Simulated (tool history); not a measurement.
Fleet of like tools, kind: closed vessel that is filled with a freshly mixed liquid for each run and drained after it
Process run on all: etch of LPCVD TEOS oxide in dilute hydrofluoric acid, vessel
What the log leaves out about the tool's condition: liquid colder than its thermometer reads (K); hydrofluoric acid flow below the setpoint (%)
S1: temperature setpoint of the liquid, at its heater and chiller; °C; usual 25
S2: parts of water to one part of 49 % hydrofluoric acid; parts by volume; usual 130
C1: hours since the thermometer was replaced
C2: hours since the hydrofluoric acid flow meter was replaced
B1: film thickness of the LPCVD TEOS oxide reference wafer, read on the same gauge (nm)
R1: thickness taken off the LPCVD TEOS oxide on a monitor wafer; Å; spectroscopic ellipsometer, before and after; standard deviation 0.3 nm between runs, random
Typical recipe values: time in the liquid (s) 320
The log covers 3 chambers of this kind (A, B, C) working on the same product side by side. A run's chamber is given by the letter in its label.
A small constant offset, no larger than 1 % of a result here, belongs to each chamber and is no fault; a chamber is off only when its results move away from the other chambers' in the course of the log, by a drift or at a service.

{"run": "1A", "day": 0.221, "S1": 25, "S2": 130, "time in the liquid (s)": 320, "C1": 2165.3, "C2": 650, "B1": 50.017, "R1": 410.57}
{"run": "2C", "day": 0.4, "S1": 25, "S2": 130, "time in the liquid (s)": 320, "C1": 880.6, "C2": 1026, "B1": 50.002, "R1": 419.98}
{"run": "3B", "day": 0.592, "S1": 25, "S2": 130, "time in the liquid (s)": 320, "C1": 2141.8, "C2": 1181.4, "B1": 50.013, "R1": 416.03}
{"run": "4C", "day": 0.775, "S1": 25, "S2": 130, "time in the liquid (s)": 320, "C1": 889.6, "C2": 1035, "B1": 49.979, "R1": 415.79}
{"run": "5B", "day": 0.925, "S1": 25, "S2": 130, "time in the liquid (s)": 320, "C1": 2149.8, "C2": 1189.4, "B1": 49.994, "R1": 409.65}
{"run": "6A", "day": 1.096, "S1": 28.5, "S2": 160, "time in the liquid (s)": 320, "C1": 2186.3, "C2": 671, "B1": 50.017, "R1": 374.31}
{"run": "7A", "day": 1.288, "S1": 28.5, "S2": 160, "time in the liquid (s)": 320, "C1": 2190.9, "C2": 675.6, "B1": 49.99, "R1": 367.87}
{"run": "8C", "day": 1.492, "S1": 28.5, "S2": 160, "time in the liquid (s)": 320, "C1": 906.8, "C2": 1052.2, "B1": 49.995, "R1": 368.91}
{"run": "9B", "day": 1.625, "S1": 25, "S2": 130, "time in the liquid (s)": 320, "C1": 2166.6, "C2": 1206.2, "B1": 50, "R1": 415.67}
{"run": "10C", "day": 1.846, "S1": 25, "S2": 130, "time in the liquid (s)": 320, "C1": 915.3, "C2": 1060.7, "B1": 49.979, "R1": 418.86}
{"run": "11B", "day": 2.054, "S1": 25, "S2": 130, "time in the liquid (s)": 320, "C1": 2176.9, "C2": 1216.5, "B1": 50.011, "R1": 408.7}
{"run": "12A", "day": 2.267, "S1": 25, "S2": 130, "time in the liquid (s)": 320, "C1": 2214.4, "C2": 699.1, "B1": 49.994, "R1": 410.42}
{"run": "13A", "day": 2.433, "S1": 25, "S2": 130, "time in the liquid (s)": 320, "C1": 2218.4, "C2": 703.1, "B1": 49.991, "R1": 410.74}
{"run": "14C", "day": 2.65, "S1": 25, "S2": 130, "time in the liquid (s)": 320, "C1": 934.6, "C2": 1080, "B1": 50.008, "R1": 421.21}
{"run": "15B", "day": 2.838, "S1": 25, "S2": 130, "time in the liquid (s)": 320, "C1": 2195.7, "C2": 1235.3, "B1": 50.014, "R1": 419.29}
{"run": "16A", "day": 2.988, "S1": 25, "S2": 130, "time in the liquid (s)": 320, "C1": 2231.7, "C2": 716.4, "B1": 50.017, "R1": 407.86}
{"run": "17C", "day": 3.129, "S1": 25, "S2": 130, "time in the liquid (s)": 320, "C1": 946.1, "C2": 1091.5, "B1": 50.015, "R1": 418.81}
{"run": "18B", "day": 3.321, "S1": 25, "S2": 130, "time in the liquid (s)": 320, "C1": 2207.3, "C2": 1246.9, "B1": 50.012, "R1": 417.56}
{"run": "19C", "day": 3.454, "S1": 22, "S2": 70, "time in the liquid (s)": 320, "C1": 953.9, "C2": 1099.3, "B1": 50.015, "R1": 741.82}
{"run": "20A", "day": 3.658, "S1": 22, "S2": 70, "time in the liquid (s)": 320, "C1": 2247.8, "C2": 732.5, "B1": 50.027, "R1": 705.62}
{"run": "21B", "day": 3.817, "S1": 22, "S2": 70, "time in the liquid (s)": 320, "C1": 2219.2, "C2": 1258.8, "B1": 49.994, "R1": 737.53}
{"run": "22C", "day": 4.004, "S1": 25, "S2": 150, "time in the liquid (s)": 170, "C1": 967.1, "C2": 1112.5, "B1": 50.008, "R1": 188.08}
{"run": "23B", "day": 4.183, "S1": 25, "S2": 150, "time in the liquid (s)": 170, "C1": 2228, "C2": 1267.6, "B1": 49.989, "R1": 188.68}
{"run": "24A", "day": 4.312, "S1": 25, "S2": 150, "time in the liquid (s)": 170, "C1": 2263.5, "C2": 748.2, "B1": 50, "R1": 182.51}
{"run": "25C", "day": 4.512, "S1": 25, "S2": 130, "time in the liquid (s)": 320, "C1": 979.3, "C2": 1124.7, "B1": 49.995, "R1": 420.08}
{"run": "26B", "day": 4.712, "S1": 25, "S2": 130, "time in the liquid (s)": 320, "C1": 2240.7, "C2": 1280.3, "B1": 49.994, "R1": 413.42}
{"run": "27A", "day": 4.854, "S1": 20.5, "S2": 130, "time in the liquid (s)": 250, "C1": 2276.5, "C2": 761.2, "B1": 49.997, "R1": 260.92}
{"run": "28B", "day": 4.979, "S1": 20.5, "S2": 130, "time in the liquid (s)": 250, "C1": 2247.1, "C2": 1286.7, "B1": 50.001, "R1": 272.8}
{"day": 5.046, "done": "chamber B: hydrofluoric acid flow meter replaced"}
{"run": "29A", "day": 5.129, "S1": 20.5, "S2": 130, "time in the liquid (s)": 250, "C1": 2283.1, "C2": 767.8, "B1": 50.012, "R1": 261.6}
{"run": "30C", "day": 5.321, "S1": 25, "S2": 130, "time in the liquid (s)": 420, "C1": 998.7, "C2": 1144.1, "B1": 50.019, "R1": 543.08}
{"run": "31A", "day": 5.529, "S1": 25, "S2": 130, "time in the liquid (s)": 420, "C1": 2292.7, "C2": 777.4, "B1": 50, "R1": 514.98}
{"run": "32C", "day": 5.7, "S1": 25, "S2": 130, "time in the liquid (s)": 420, "C1": 1007.8, "C2": 1153.2, "B1": 50.007, "R1": 553.57}
{"run": "33B", "day": 5.854, "S1": 25, "S2": 130, "time in the liquid (s)": 320, "C1": 2268.1, "C2": 19.4, "B1": 50.014, "R1": 413.28}
{"run": "34C", "day": 5.958, "S1": 25, "S2": 130, "time in the liquid (s)": 245, "C1": 1014, "C2": 1159.4, "B1": 50.002, "R1": 320.02}

Next, all 3 chambers run the settings below, one line each with question marks for the results. What does each chamber give?
{"run": "35A", "day": 6.121, "S1": 25, "S2": 130, "time in the liquid (s)": 235, "R1": "?"}
{"run": "35B", "day": 6.121, "S1": 25, "S2": 130, "time in the liquid (s)": 235, "R1": "?"}
{"run": "35C", "day": 6.121, "S1": 25, "S2": 130, "time in the liquid (s)": 235, "R1": "?"}

run=35A R1=288.51
run=35B R1=305.03
run=35C R1=306.77

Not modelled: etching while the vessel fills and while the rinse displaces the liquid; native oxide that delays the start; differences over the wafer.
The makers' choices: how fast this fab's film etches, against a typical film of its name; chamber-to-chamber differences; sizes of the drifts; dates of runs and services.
